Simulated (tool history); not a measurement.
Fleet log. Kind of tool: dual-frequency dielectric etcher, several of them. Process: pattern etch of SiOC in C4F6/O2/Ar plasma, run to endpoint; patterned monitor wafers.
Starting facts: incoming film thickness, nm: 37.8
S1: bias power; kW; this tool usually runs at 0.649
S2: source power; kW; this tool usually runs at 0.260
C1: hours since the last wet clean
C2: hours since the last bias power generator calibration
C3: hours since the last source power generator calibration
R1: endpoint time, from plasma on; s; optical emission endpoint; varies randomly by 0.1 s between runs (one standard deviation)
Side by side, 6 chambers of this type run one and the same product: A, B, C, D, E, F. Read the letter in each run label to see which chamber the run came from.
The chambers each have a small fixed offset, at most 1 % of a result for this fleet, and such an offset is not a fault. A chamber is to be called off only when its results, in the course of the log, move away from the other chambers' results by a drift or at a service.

run    day     S1     S2     C1      C2      C3      R1
 1B  0.188  0.649  0.260   22.0   599.8   989.4  13.466
 2E  0.329  0.649  0.260  398.1  2372.0  2922.4  13.495
 3F  0.475  0.649  0.260  267.4  2922.3   405.7  13.411
 4C  0.642  0.649  0.260  450.0  2043.5  2860.9  13.312
     0.746  -- chamber C: wet clean of the chamber
 5A  0.792  0.649  0.260  139.5  1248.5  2204.4  13.521
 6D  1.038  0.649  0.260  357.3    71.3   575.0  13.552
 7E  1.267  0.649  0.260  420.6  2394.5  2944.9  13.400
 8C  1.417  0.649  0.260   16.1  2062.1  2879.5  13.502
 9B  1.558  0.649  0.260   54.9   632.7  1022.3  13.440
10F  1.725  0.649  0.260  297.4  2952.3   435.7  13.369
11D  1.904  0.649  0.260  378.1    92.1   595.8  13.432
12A  2.017  0.649  0.260  168.9  1277.9  2233.8  13.238
13D  2.258  0.649  0.260  386.6   100.6   604.3  13.341
14B  2.488  0.649  0.260   77.2   655.0  1044.6  13.534
15A  2.638  0.649  0.260  183.8  1292.8  2248.7  13.479
16F  2.800  0.649  0.260  323.2  2978.1   461.5  13.420
17E  3.029  0.649  0.260  462.9  2436.8  2987.2  13.475
18C  3.175  0.649  0.260   58.3  2104.3  2921.7  13.514
19D  3.400  0.649  0.260  414.0   128.0   631.7  13.195
     3.512  -- chamber D: wet clean of the chamber
20B  3.604  0.649  0.260  104.0   681.8  1071.4  13.481
21E  3.792  0.649  0.260  481.2  2455.1  3005.5  13.438
22F  3.938  0.649  0.260  350.5  3005.4   488.8  13.466
23C  4.167  0.649  0.260   82.1  2128.1  2945.5  13.558
24A  4.329  0.649  0.300  224.4  1333.4  2289.3  12.763
25E  4.521  0.649  0.300  498.7  2472.6  3023.0  12.782
26D  4.629  0.649  0.300   26.9   157.5   661.2  12.803
27F  4.817  0.649  0.300  371.6  3026.5   509.9  12.629
28B  4.996  0.649  0.300  137.4   715.2  1104.8  12.712
29A  5.196  0.649  0.300  245.2  1354.2  2310.1  12.564
30C  5.425  0.591  0.260  112.3  2158.3  2975.7  13.996
31E  5.600  0.591  0.260  524.6  2498.5  3048.9  14.042
32D  5.812  0.591  0.260   55.3   185.9   689.6  14.130
33A  5.954  0.591  0.260  263.4  1372.4  2328.3  14.006
34B  6.112  0.591  0.260  164.2   742.0  1131.6  13.854
35C  6.242  0.591  0.260  131.9  2177.9  2995.3  13.854
36F  6.362  0.714  0.210  408.7  3063.6   547.0  13.921
37B  6.525  0.714  0.210  174.1   751.9  1141.5  14.050
38D  6.733  0.714  0.210   77.4   208.0   711.7  13.970
39C  6.967  0.714  0.210  149.3  2195.3  3012.7  13.937
40A  7.121  0.714  0.210  291.4  1400.4  2356.3  13.894
41F  7.271  0.714  0.210  430.5  3085.4   568.8  13.968
42E  7.388  0.649  0.260  567.5  2541.4  3091.8  13.353
43B  7.504  0.764  0.260  197.6   775.4  1165.0  12.520

All 6 chambers run these settings next. Forecast each chamber's results:
44A  7.683  0.708  0.260               ?
44B  7.683  0.708  0.260               ?
44C  7.683  0.708  0.260               ?
44D  7.683  0.708  0.260               ?
44E  7.683  0.708  0.260               ?
44F  7.683  0.708  0.260               ?

run      R1
44A  13.045
44B  12.993
44C  13.009
44D  12.914
44E  13.013
44F  12.896
